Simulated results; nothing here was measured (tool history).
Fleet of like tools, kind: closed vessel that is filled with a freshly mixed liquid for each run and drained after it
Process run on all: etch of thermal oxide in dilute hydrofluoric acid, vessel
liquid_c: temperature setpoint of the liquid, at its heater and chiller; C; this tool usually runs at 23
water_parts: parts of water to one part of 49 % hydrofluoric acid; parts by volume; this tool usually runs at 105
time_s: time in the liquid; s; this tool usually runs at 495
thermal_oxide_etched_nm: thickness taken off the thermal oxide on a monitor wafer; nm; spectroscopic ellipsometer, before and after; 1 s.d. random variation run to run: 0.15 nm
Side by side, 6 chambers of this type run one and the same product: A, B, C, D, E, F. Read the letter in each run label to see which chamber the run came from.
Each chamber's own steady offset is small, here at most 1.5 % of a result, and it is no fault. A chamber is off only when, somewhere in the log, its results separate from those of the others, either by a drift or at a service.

| run | hour | liquid_c | water_parts | time_s | hours since the thermometer was replaced | hours since the hydrofluoric acid flow meter was replaced | read-back film thickness of the thermal oxide reference wafer, read on the same gauge (nm) | thermal_oxide_etched_nm |
|---|---|---|---|---|---|---|---|---|
| 1D | 6.4 | 23 | 105 | 495 | 575.4 | 827.6 | 99.992 | 23.295 |
| 2A | 12.3 | 23 | 105 | 495 | 1555.2 | 306.2 | 100.02 | 23.609 |
| 3C | 17.1 | 23 | 105 | 495 | 1529.3 | 142.9 | 100.03 | 22.832 |
| 4E | 22.7 | 23 | 105 | 495 | 1246.1 | 1418.1 | 99.964 | 23.1 |
| 5B | 30.7 | 23 | 105 | 495 | 1308 | 441.4 | 99.947 | 22.545 |
| 6F | 39.2 | 25.5 | 140 | 495 | 873.2 | 412.6 | 100.02 | 18.238 |
| 7A | 44.2 | 25.5 | 140 | 495 | 1587.1 | 338.1 | 99.972 | 18.41 |
| 8D | 50.5 | 25.5 | 140 | 495 | 619.5 | 871.7 | 99.969 | 18.288 |
| 9B | 56.6 | 25.5 | 140 | 495 | 1333.9 | 467.3 | 100.02 | 18.019 |
| 10F | 64.5 | 25.5 | 140 | 495 | 898.5 | 437.9 | 100.03 | 18.05 |
| 11E | 73.4 | 25.5 | 140 | 495 | 1296.8 | 1468.8 | 100.03 | 18.484 |
| 12C | 80.5 | 23 | 105 | 495 | 1592.7 | 206.3 | 100.05 | 22.95 |
| 13A | 87.8 | 23 | 105 | 495 | 1630.7 | 381.7 | 99.955 | 23.346 |
| 14B | 96.6 | 23 | 105 | 495 | 1373.9 | 507.3 | 100.05 | 22.755 |
| 15D | 104.4 | 23 | 105 | 495 | 673.4 | 925.6 | 100.06 | 23.207 |
| 16F | 112 | 26.5 | 105 | 495 | 946 | 485.4 | 100.03 | 26.426 |
|  | 114.2 | chamber A: thermometer replaced |
|  | 121.9 | chamber E: hydrofluoric acid flow meter replaced |
| 17E | 122.9 | 26.5 | 105 | 495 | 1346.3 | 1 | 100.03 | 26.599 |
| 18C | 128.3 | 26.5 | 105 | 495 | 1640.5 | 254.1 | 100.01 | 26.086 |
| 19B | 134.9 | 26.5 | 105 | 495 | 1412.2 | 545.6 | 100.01 | 26.085 |
| 20E | 143.4 | 26.5 | 105 | 495 | 1366.8 | 21.5 | 99.988 | 26.632 |
| 21D | 149.8 | 26.5 | 105 | 495 | 718.8 | 971 | 99.987 | 26.687 |
| 22A | 158.5 | 23 | 105 | 495 | 44.3 | 452.4 | 100 | 24.057 |
| 23C | 163.7 | 23 | 105 | 495 | 1675.9 | 289.5 | 99.986 | 22.416 |
| 24F | 169.9 | 23 | 105 | 495 | 1003.9 | 543.3 | 99.99 | 22.857 |
| 25E | 180.9 | 23 | 105 | 495 | 1404.3 | 59 | 100.01 | 23.059 |
| 26F | 188.9 | 23 | 105 | 495 | 1022.9 | 562.3 | 99.97 | 23.068 |
| 27A | 197.2 | 23 | 105 | 495 | 83 | 491.1 | 100.03 | 24.095 |
| 28C | 202.6 | 23 | 105 | 495 | 1714.8 | 328.4 | 100.04 | 22.527 |
| 29D | 213.4 | 23 | 105 | 495 | 782.4 | 1034.6 | 100 | 23.081 |
| 30B | 219 | 23 | 105 | 495 | 1496.3 | 629.7 | 99.993 | 22.81 |
| 31A | 226.4 | 20.5 | 105 | 495 | 112.2 | 520.3 | 100.01 | 21.95 |
| 32E | 233.3 | 20.5 | 105 | 495 | 1456.7 | 111.4 | 99.989 | 21.04 |
| 33F | 239.7 | 20.5 | 105 | 495 | 1073.7 | 613.1 | 99.981 | 20.984 |
| 34D | 246.3 | 20.5 | 105 | 495 | 815.3 | 1067.5 | 99.985 | 20.969 |
| 35B | 254.2 | 20.5 | 105 | 495 | 1531.5 | 664.9 | 100.03 | 20.565 |
| 36C | 259.6 | 20.5 | 105 | 495 | 1771.8 | 385.4 | 99.945 | 20.328 |

Decide between three cases: one chamber stands off from its peers, the gauge reading all wafers drifts, or nothing is wrong past each chamber's small offset. Where a chamber is off, say which and what most likely put it there.

Little by little, chamber A moves away from the other chambers.
What lies behind it: hydrofluoric acid flow above the setpoint (%) = 5.49.

Here are 4 candidates for chamber A's next run, each the usual settings with a change, their results left as question marks. Which one brings its results back in line with what the others give on the usual settings?
In line here means within this much of the mean the other chambers give on the usual settings: thermal_oxide_etched_nm 0.53 nm
| 37A-1 | 267.7 | 22.5 | 120 | 495 |  |  |  | ? |
| 37A-2 | 267.7 | 22.5 | 110 | 495 |  |  |  | ? |
| 37A-3 | 267.7 | 23.5 | 100 | 495 |  |  |  | ? |
| 37A-4 | 267.7 | 27.5 | 105 | 495 |  |  |  | ? |

Usual-settings mean across the other chambers: thermal_oxide_etched_nm 22.952 nm
| run | thermal_oxide_etched_nm |
|---|---|
| 37A-1 | 20.958 |
| 37A-2 | 23.12 |
| 37A-3 | 26.765 |
| 37A-4 | 29.573 |
37A-2 brings the chamber back in line.
